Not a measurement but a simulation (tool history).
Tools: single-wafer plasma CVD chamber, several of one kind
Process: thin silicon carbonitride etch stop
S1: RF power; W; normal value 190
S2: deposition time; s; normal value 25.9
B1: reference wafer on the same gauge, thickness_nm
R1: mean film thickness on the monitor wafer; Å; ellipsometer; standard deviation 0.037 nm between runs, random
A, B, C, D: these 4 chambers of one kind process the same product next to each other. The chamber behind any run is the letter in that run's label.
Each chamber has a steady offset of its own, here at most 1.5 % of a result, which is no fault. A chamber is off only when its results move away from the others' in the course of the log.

run 1D hour=10.5 | S1=190 S2=25.9 | B1=15.203 | R1=145.44
run 2B hour=19.1 | S1=190 S2=25.9 | B1=15.203 | R1=143.64
run 3C hour=32.0 | S1=190 S2=25.9 | B1=15.209 | R1=144.42
run 4A hour=39.2 | S1=190 S2=25.9 | B1=15.204 | R1=145.20
run 5B hour=45.4 | S1=190 S2=25.9 | B1=15.208 | R1=143.69
-- hour=46.8 chamber D: thermocouple changed; heater temperature recalibrated
run 6C hour=55.5 | S1=190 S2=25.9 | B1=15.194 | R1=144.59
run 7A hour=62.7 | S1=190 S2=21.1 | B1=15.194 | R1=118.46
-- hour=64.9 chamber C: thermocouple changed; heater temperature recalibrated
run 8D hour=72.2 | S1=190 S2=21.1 | B1=15.192 | R1=119.53
run 9D hour=81.2 | S1=190 S2=21.1 | B1=15.197 | R1=119.48
run 10C hour=88.3 | S1=190 S2=21.1 | B1=15.195 | R1=118.80
run 11A hour=96.2 | S1=190 S2=25.9 | B1=15.200 | R1=145.12
run 12B hour=102.5 | S1=205 S2=21.4 | B1=15.199 | R1=121.30
run 13A hour=110.3 | S1=205 S2=21.4 | B1=15.199 | R1=122.93
run 14B hour=117.8 | S1=205 S2=21.4 | B1=15.203 | R1=121.53
run 15C hour=130.5 | S1=205 S2=21.4 | B1=15.201 | R1=122.65
run 16D hour=141.8 | S1=190 S2=25.9 | B1=15.202 | R1=146.58
run 17B hour=149.2 | S1=190 S2=25.9 | B1=15.189 | R1=143.64
run 18D hour=159.0 | S1=190 S2=25.9 | B1=15.197 | R1=145.98
run 19A hour=170.6 | S1=190 S2=25.9 | B1=15.190 | R1=143.78
run 20C hour=179.2 | S1=190 S2=25.9 | B1=15.194 | R1=145.03
run 21B hour=187.7 | S1=190 S2=25.9 | B1=15.197 | R1=144.00
run 22A hour=199.9 | S1=190 S2=25.9 | B1=15.197 | R1=143.83
run 23C hour=209.2 | S1=190 S2=25.9 | B1=15.201 | R1=145.13
run 24D hour=221.9 | S1=190 S2=25.9 | B1=15.197 | R1=146.41
run 25A hour=231.1 | S1=190 S2=25.9 | B1=15.202 | R1=143.52
run 26C hour=243.4 | S1=190 S2=25.9 | B1=15.202 | R1=144.73
run 27B hour=256.0 | S1=190 S2=25.9 | B1=15.193 | R1=144.03
run 28D hour=261.7 | S1=200 S2=30.6 | B1=15.200 | R1=175.82
run 29C hour=273.3 | S1=200 S2=30.6 | B1=15.198 | R1=174.04
run 30B hour=281.7 | S1=200 S2=30.6 | B1=15.194 | R1=172.57
run 31D hour=293.3 | S1=200 S2=30.6 | B1=15.199 | R1=174.87

Has any chamber moved away from the others, gradually or after a service, or does the common gauge drift, or do the chambers differ only by their own small steady offsets? State the chamber and the most likely cause if one applies.

Chamber A drifts away from the others.
Likeliest cause: delivered RF power below the setpoint (%) = 7.48.

Here are 4 candidates for chamber A's next run, each the usual settings with a change, their results left as question marks. Which one brings its results back in line with what the others give on the usual settings?
In line means no further than this from the other chambers' mean on the usual settings: R1 1.30 Å
run 32A-1 hour=302.7 | S1=190 S2=25.8 | R1=?
run 32A-2 hour=302.7 | S1=190 S2=26.4 | R1=?
run 32A-3 hour=302.7 | S1=190 S2=26.0 | R1=?
run 32A-4 hour=302.7 | S1=175 S2=25.9 | R1=?

Usual-settings mean across the other chambers: R1 145.02 Å
run=32A-1 R1=141.48
run=32A-2 R1=144.77
run=32A-3 R1=142.57
run=32A-4 R1=138.61
32A-2 is the one that brings the chamber's results back in line with the other chambers.
